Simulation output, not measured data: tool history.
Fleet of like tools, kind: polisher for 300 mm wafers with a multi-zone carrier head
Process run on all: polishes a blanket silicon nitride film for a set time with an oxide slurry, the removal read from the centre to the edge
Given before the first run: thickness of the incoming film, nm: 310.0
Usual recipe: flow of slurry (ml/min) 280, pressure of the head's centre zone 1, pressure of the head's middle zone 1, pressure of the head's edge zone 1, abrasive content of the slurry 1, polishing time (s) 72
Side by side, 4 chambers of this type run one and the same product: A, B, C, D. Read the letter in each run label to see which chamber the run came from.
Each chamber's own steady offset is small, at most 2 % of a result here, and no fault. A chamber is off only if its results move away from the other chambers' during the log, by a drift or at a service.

| run | hour | flow of slurry (ml/min) | pressure of the head's centre zone | pressure of the head's middle zone | pressure of the head's edge zone | abrasive content of the slurry | polishing time (s) | film removed at the wafer's centre (Å) | film removed at mid-radius (Å) | film removed at the wafer's edge (Å) |
|---|---|---|---|---|---|---|---|---|---|---|
| 1B | 6.4 | 280 | 1 | 1 | 1 | 1 | 72 | 345.98 | 348.81 | 348.26 |
|  | 11.8 | chamber B: worn pad replaced by a new one |
|  | 12.3 | chamber A: centre zone pressure recalibrated |
|  | 15.4 | chamber D: worn pad replaced by a new one |
| 2C | 17.9 | 280 | 1 | 1 | 1 | 1 | 72 | 344.22 | 349.98 | 343.49 |
|  | 20.1 | chamber B: centre zone pressure recalibrated |
| 3A | 27.6 | 280 | 1 | 1 | 1 | 1 | 72 | 344.26 | 347.48 | 341.83 |
|  | 32.5 | chamber C: worn pad replaced by a new one |
| 4D | 39.3 | 280 | 1 | 1 | 1 | 1 | 72 | 346.27 | 351.53 | 345.58 |
| 5D | 48.6 | 280 | 1 | 1 | 1 | 1 | 72 | 340.76 | 349.39 | 344.38 |
|  | 49.8 | chamber D: slurry nozzle cleaned |
| 6C | 62.7 | 280 | 1 | 1 | 1 | 1 | 72 | 342.09 | 349.72 | 348.72 |
| 7B | 75.1 | 280 | 1 | 0.89 | 1 | 1 | 72 | 352.81 | 310.84 | 346 |
|  | 77.1 | chamber A: worn pad replaced by a new one |
| 8A | 85.3 | 280 | 1 | 0.89 | 1 | 1 | 72 | 344.66 | 313.91 | 349.86 |
|  | 86.6 | chamber B: edge zone pressure recalibrated |
|  | 96.2 | chamber D: worn pad replaced by a new one |
|  | 96.9 | chamber B: worn pad replaced by a new one |
| 9C | 98.7 | 280 | 1 | 0.89 | 1 | 1 | 72 | 350.97 | 311.28 | 349.81 |
|  | 106.2 | chamber C: worn pad replaced by a new one |
| 10B | 110.3 | 280 | 1 | 0.89 | 1 | 1 | 72 | 350.53 | 318.18 | 349.45 |
| 11D | 118.4 | 280 | 1 | 1 | 1 | 1 | 72 | 346.8 | 357.7 | 349.37 |
| 12A | 128.5 | 280 | 1 | 1 | 1 | 1 | 72 | 342.19 | 346.53 | 344.24 |
|  | 135.9 | chamber D: centre zone pressure recalibrated |
| 13D | 136.6 | 280 | 1 | 1 | 1 | 1 | 72 | 303.76 | 351.92 | 349.57 |
| 14C | 144.4 | 280 | 1 | 1 | 1 | 1 | 72 | 349.1 | 345.05 | 348.56 |
| 15A | 154.3 | 280 | 1 | 1 | 1 | 1 | 72 | 350.45 | 347.16 | 343.93 |
|  | 154.4 | chamber A: worn pad replaced by a new one |
| 16B | 160.6 | 280 | 1 | 1 | 1 | 1 | 72 | 352.19 | 348.29 | 346.4 |
| 17B | 173.2 | 280 | 1 | 1 | 1 | 1 | 72 | 341.92 | 346.63 | 348.96 |
|  | 175.5 | chamber D: worn pad replaced by a new one |
|  | 177.4 | chamber C: worn pad replaced by a new one |
| 18A | 186.1 | 280 | 1 | 1 | 1 | 1 | 72 | 345.21 | 347.11 | 342.59 |
|  | 186.7 | chamber B: worn pad replaced by a new one |
| 19D | 194.8 | 280 | 1 | 1 | 1 | 1 | 72 | 311.59 | 348.86 | 346.34 |
| 20C | 203.6 | 280 | 1 | 1 | 1 | 1 | 72 | 348.8 | 349.77 | 347.95 |
|  | 203.8 | chamber A: slurry nozzle cleaned |
| 21D | 217.9 | 280 | 0.92 | 1 | 1 | 1 | 64 | 243.31 | 313.2 | 307.69 |
| 22C | 224.4 | 280 | 0.92 | 1 | 1 | 1 | 64 | 280.55 | 308.92 | 304.76 |
| 23A | 236.3 | 280 | 0.92 | 1 | 1 | 1 | 64 | 277.18 | 314.21 | 311.65 |
|  | 240.9 | chamber B: slurry nozzle cleaned |
|  | 241.5 | chamber A: worn pad replaced by a new one |
| 24B | 248.1 | 280 | 0.92 | 1 | 1 | 1 | 64 | 283.25 | 305.69 | 311.13 |
| 25A | 254.8 | 280 | 1 | 1 | 1 | 1 | 72 | 354.24 | 348.2 | 350.85 |
|  | 262 | chamber D: worn pad replaced by a new one |
|  | 265.9 | chamber C: worn pad replaced by a new one |
|  | 266.8 | chamber C: slurry nozzle cleaned |
|  | 266.8 | chamber B: worn pad replaced by a new one |
| 26C | 267.6 | 280 | 1 | 1 | 1 | 1 | 72 | 342.93 | 347.77 | 350.87 |
| 27B | 276 | 280 | 1 | 1 | 1 | 1 | 72 | 345.78 | 349.62 | 348.69 |
| 28D | 290 | 280 | 1 | 1 | 1 | 1 | 72 | 307.51 | 352.9 | 344.87 |
| 29A | 296.9 | 375 | 1 | 1 | 1 | 1 | 72 | 353.36 | 360.05 | 351.78 |
| 30C | 303.1 | 375 | 1 | 1 | 1 | 1 | 72 | 353.5 | 362.85 | 352.84 |
| 31D | 315.9 | 375 | 1 | 1 | 1 | 1 | 72 | 317.45 | 359.62 | 353.31 |
|  | 316.8 | chamber A: worn pad replaced by a new one |
| 32B | 328.1 | 375 | 1 | 1 | 1 | 1 | 72 | 352.09 | 351.77 | 354.02 |
| 33D | 339.3 | 280 | 1 | 1 | 1 | 1 | 72 | 298.81 | 348.88 | 345.91 |
|  | 343.6 | chamber B: worn pad replaced by a new one |
|  | 344.8 | chamber D: worn pad replaced by a new one |
| 34A | 347.9 | 280 | 1 | 1 | 1 | 1 | 72 | 338.7 | 353.02 | 351.34 |
|  | 354.5 | chamber C: worn pad replaced by a new one |
| 35C | 359.1 | 280 | 1 | 1 | 1 | 1 | 72 | 342.16 | 348.99 | 345.01 |
| 36B | 369.2 | 280 | 1 | 1 | 1 | 1 | 72 | 349.84 | 350.75 | 351.12 |
|  | 376.4 | chamber D: slurry nozzle cleaned |
| 37B | 379.3 | 280 | 1 | 1 | 1 | 1 | 72 | 347.66 | 346.72 | 343.03 |
| 38D | 392.4 | 215 | 1 | 1 | 1 | 1 | 72 | 290.98 | 342.65 | 337.5 |
| 39C | 406 | 215 | 1 | 1 | 1 | 1 | 72 | 335.78 | 338.83 | 336.01 |
|  | 411.5 | chamber A: worn pad replaced by a new one |
| 40A | 413.4 | 215 | 1 | 1 | 1 | 1 | 72 | 341.59 | 338.67 | 334.44 |

Each of the 4 chambers runs these same settings next. Fill in every chamber's results:
| 41A | 423.7 | 280 | 1 | 1 | 1 | 1 | 72 | ? | ? | ? |
| 41B | 423.7 | 280 | 1 | 1 | 1 | 1 | 72 | ? | ? | ? |
| 41C | 423.7 | 280 | 1 | 1 | 1 | 1 | 72 | ? | ? | ? |
| 41D | 423.7 | 280 | 1 | 1 | 1 | 1 | 72 | ? | ? | ? |

| run | film removed at the wafer's centre (Å) | film removed at mid-radius (Å) | film removed at the wafer's edge (Å) |
|---|---|---|---|
| 41A | 338.31 | 347.94 | 347.06 |
| 41B | 346.27 | 344.09 | 351.65 |
| 41C | 342.22 | 351.66 | 350.07 |
| 41D | 301.87 | 356.85 | 350.06 |

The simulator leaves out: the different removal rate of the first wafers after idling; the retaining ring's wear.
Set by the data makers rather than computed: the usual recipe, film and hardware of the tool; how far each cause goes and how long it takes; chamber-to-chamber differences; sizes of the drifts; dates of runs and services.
